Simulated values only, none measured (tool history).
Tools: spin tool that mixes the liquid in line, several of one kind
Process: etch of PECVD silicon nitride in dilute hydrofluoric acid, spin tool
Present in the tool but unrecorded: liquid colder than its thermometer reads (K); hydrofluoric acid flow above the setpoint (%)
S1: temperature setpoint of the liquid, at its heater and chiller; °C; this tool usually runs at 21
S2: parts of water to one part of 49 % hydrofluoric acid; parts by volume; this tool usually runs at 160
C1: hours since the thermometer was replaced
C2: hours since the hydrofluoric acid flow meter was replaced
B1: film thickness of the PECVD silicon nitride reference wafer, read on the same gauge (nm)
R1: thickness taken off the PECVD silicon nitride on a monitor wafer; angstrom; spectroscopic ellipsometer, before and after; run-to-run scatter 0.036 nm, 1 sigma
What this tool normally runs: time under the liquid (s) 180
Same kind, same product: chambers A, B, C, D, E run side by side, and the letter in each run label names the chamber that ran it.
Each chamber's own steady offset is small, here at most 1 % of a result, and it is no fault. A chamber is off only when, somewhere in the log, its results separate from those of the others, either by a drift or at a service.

Run 1A, hour 7.1: usual settings; C1 2059.8; C2 1046.7; B1 50.017. Result: R1 16.704 angstrom.
Run 2E, hour 14.5: usual settings; C1 605.6; C2 204.5; B1 49.983. Result: R1 16.430 angstrom.
Run 3C, hour 20.8: usual settings; C1 1086.9; C2 343.4; B1 49.987. Result: R1 15.421 angstrom.
Run 4D, hour 34.0: usual settings; C1 1317.7; C2 1051.4; B1 49.992. Result: R1 15.497 angstrom.
Run 5B, hour 41.3: usual settings; C1 925.9; C2 648.4; B1 50.015. Result: R1 16.265 angstrom.
Run 6D, hour 47.8: usual settings; C1 1331.5; C2 1065.2; B1 49.989. Result: R1 15.614 angstrom.
Run 7C, hour 57.4: usual settings; C1 1123.5; C2 380.0; B1 50.015. Result: R1 16.187 angstrom.
Run 8B, hour 67.5: usual settings but S1 26 °C; C1 952.1; C2 674.6; B1 49.968. Result: R1 22.120 angstrom.
Run 9E, hour 74.3: usual settings but S1 26 °C; C1 665.4; C2 264.3; B1 49.986. Result: R1 22.930 angstrom.
Run 10A, hour 83.7: usual settings but S1 26 °C; C1 2136.4; C2 1123.3; B1 50.010. Result: R1 21.359 angstrom.
Run 11D, hour 91.3: usual settings but S1 26 °C; C1 1375.0; C2 1108.7; B1 50.012. Result: R1 21.473 angstrom.
Run 12A, hour 101.4: usual settings but S1 26 °C; C1 2154.1; C2 1141.0; B1 50.014. Result: R1 22.340 angstrom.
Run 13E, hour 109.4: usual settings; C1 700.5; C2 299.4; B1 50.003. Result: R1 16.348 angstrom.
Run 14B, hour 116.2: usual settings; C1 1000.8; C2 723.3; B1 50.001. Result: R1 16.590 angstrom.
Run 15C, hour 127.8: usual settings; C1 1193.9; C2 450.4; B1 50.005. Result: R1 15.862 angstrom.
Run 16E, hour 136.7: usual settings; C1 727.8; C2 326.7; B1 49.990. Result: R1 16.462 angstrom.
At hour 140.6: chamber B: hydrofluoric acid flow meter replaced.
Run 17A, hour 150.1: usual settings; C1 2202.8; C2 1189.7; B1 49.975. Result: R1 16.038 angstrom.
Run 18C, hour 163.6: usual settings; C1 1229.7; C2 486.2; B1 50.002. Result: R1 15.665 angstrom.
Run 19D, hour 175.1: usual settings; C1 1458.8; C2 1192.5; B1 50.013. Result: R1 15.309 angstrom.
Run 20B, hour 182.6: usual settings but time under the liquid (s) 240; C1 1067.2; C2 42.0; B1 50.007. Result: R1 21.706 angstrom.
At hour 183.3: chamber A: thermometer replaced.
Run 21D, hour 194.6: usual settings but time under the liquid (s) 240; C1 1478.3; C2 1212.0; B1 50.011. Result: R1 21.176 angstrom.
Run 22A, hour 204.3: usual settings but time under the liquid (s) 240; C1 21.1; C2 1243.9; B1 49.985. Result: R1 21.705 angstrom.
Run 23C, hour 217.4: usual settings but time under the liquid (s) 240; C1 1283.5; C2 540.0; B1 49.985. Result: R1 21.876 angstrom.
Run 24B, hour 230.7: usual settings but time under the liquid (s) 240; C1 1115.3; C2 90.1; B1 50.019. Result: R1 21.491 angstrom.
Run 25E, hour 237.7: usual settings; C1 828.8; C2 427.7; B1 49.992. Result: R1 16.444 angstrom.
Run 26A, hour 246.2: usual settings; C1 63.0; C2 1285.8; B1 50.011. Result: R1 16.673 angstrom.
Run 27D, hour 258.7: usual settings; C1 1542.4; C2 1276.1; B1 50.011. Result: R1 15.732 angstrom.
Run 28B, hour 269.6: usual settings; C1 1154.2; C2 129.0; B1 49.997. Result: R1 16.146 angstrom.
Run 29C, hour 277.0: usual settings; C1 1343.1; C2 599.6; B1 50.028. Result: R1 14.800 angstrom.
Run 30E, hour 285.2: usual settings; C1 876.3; C2 475.2; B1 50.004. Result: R1 15.623 angstrom.
Run 31B, hour 292.2: usual settings; C1 1176.8; C2 151.6; B1 50.009. Result: R1 15.616 angstrom.
Run 32A, hour 299.5: usual settings; C1 116.3; C2 1339.1; B1 49.984. Result: R1 15.577 angstrom.
Run 33D, hour 306.2: usual settings; C1 1589.9; C2 1323.6; B1 50.003. Result: R1 15.719 angstrom.
Run 34C, hour 312.7: usual settings; C1 1378.8; C2 635.3; B1 49.990. Result: R1 14.662 angstrom.
Run 35E, hour 325.5: usual settings; C1 916.6; C2 515.5; B1 50.000. Result: R1 16.268 angstrom.
Run 36C, hour 332.3: usual settings; C1 1398.4; C2 654.9; B1 49.996. Result: R1 14.543 angstrom.
Run 37B, hour 343.0: usual settings; C1 1227.6; C2 202.4; B1 49.993. Result: R1 15.820 angstrom.
Run 38D, hour 354.6: usual settings; C1 1638.3; C2 1372.0; B1 50.020. Result: R1 15.856 angstrom.
At hour 357.0: chamber C: hydrofluoric acid flow meter replaced.
Run 39A, hour 361.3: usual settings; C1 178.1; C2 1400.9; B1 50.005. Result: R1 16.577 angstrom.
Run 40E, hour 374.8: usual settings; C1 965.9; C2 564.8; B1 50.013. Result: R1 15.852 angstrom.
Run 41C, hour 386.6: usual settings but S1 18 °C, S2 105 parts by volume; C1 1452.7; C2 29.6; B1 50.012. Result: R1 16.790 angstrom.

One chamber off, gauge drift, or nothing amiss beyond the chambers' own small offsets? If it is a chamber, which one, and what is the likeliest cause?

Little by little, chamber C moves away from the other chambers.
Cause: liquid colder than its thermometer reads (K) = 1.92.

Below are 4 candidate recipes for chamber C's next run, each the usual settings with a change, their results shown as question marks. Which of them brings C's results back in line with what the other chambers give on the usual settings?
To be in line, a result may differ from the other chambers' mean on the usual settings by at most: R1 1.300 angstrom
Run 42C-1, hour 396.4: usual settings but S2 140 parts by volume, time under the liquid (s) 210. Result: R1 ?.
Run 42C-2, hour 396.4: usual settings but S1 21.5 °C, S2 155 parts by volume, time under the liquid (s) 190. Result: R1 ?.
Run 42C-3, hour 396.4: usual settings but S1 17.0 °C. Result: R1 ?.
Run 42C-4, hour 396.4: usual settings but S1 20.5 °C, S2 165 parts by volume, time under the liquid (s) 170. Result: R1 ?.

Mean of the other chambers on the usual settings: R1 16.015 angstrom
  run      R1
42C-1  18.335
42C-2  15.546
42C-3  10.493
42C-4  12.231
It is 42C-2 that realigns the chamber with its peers.

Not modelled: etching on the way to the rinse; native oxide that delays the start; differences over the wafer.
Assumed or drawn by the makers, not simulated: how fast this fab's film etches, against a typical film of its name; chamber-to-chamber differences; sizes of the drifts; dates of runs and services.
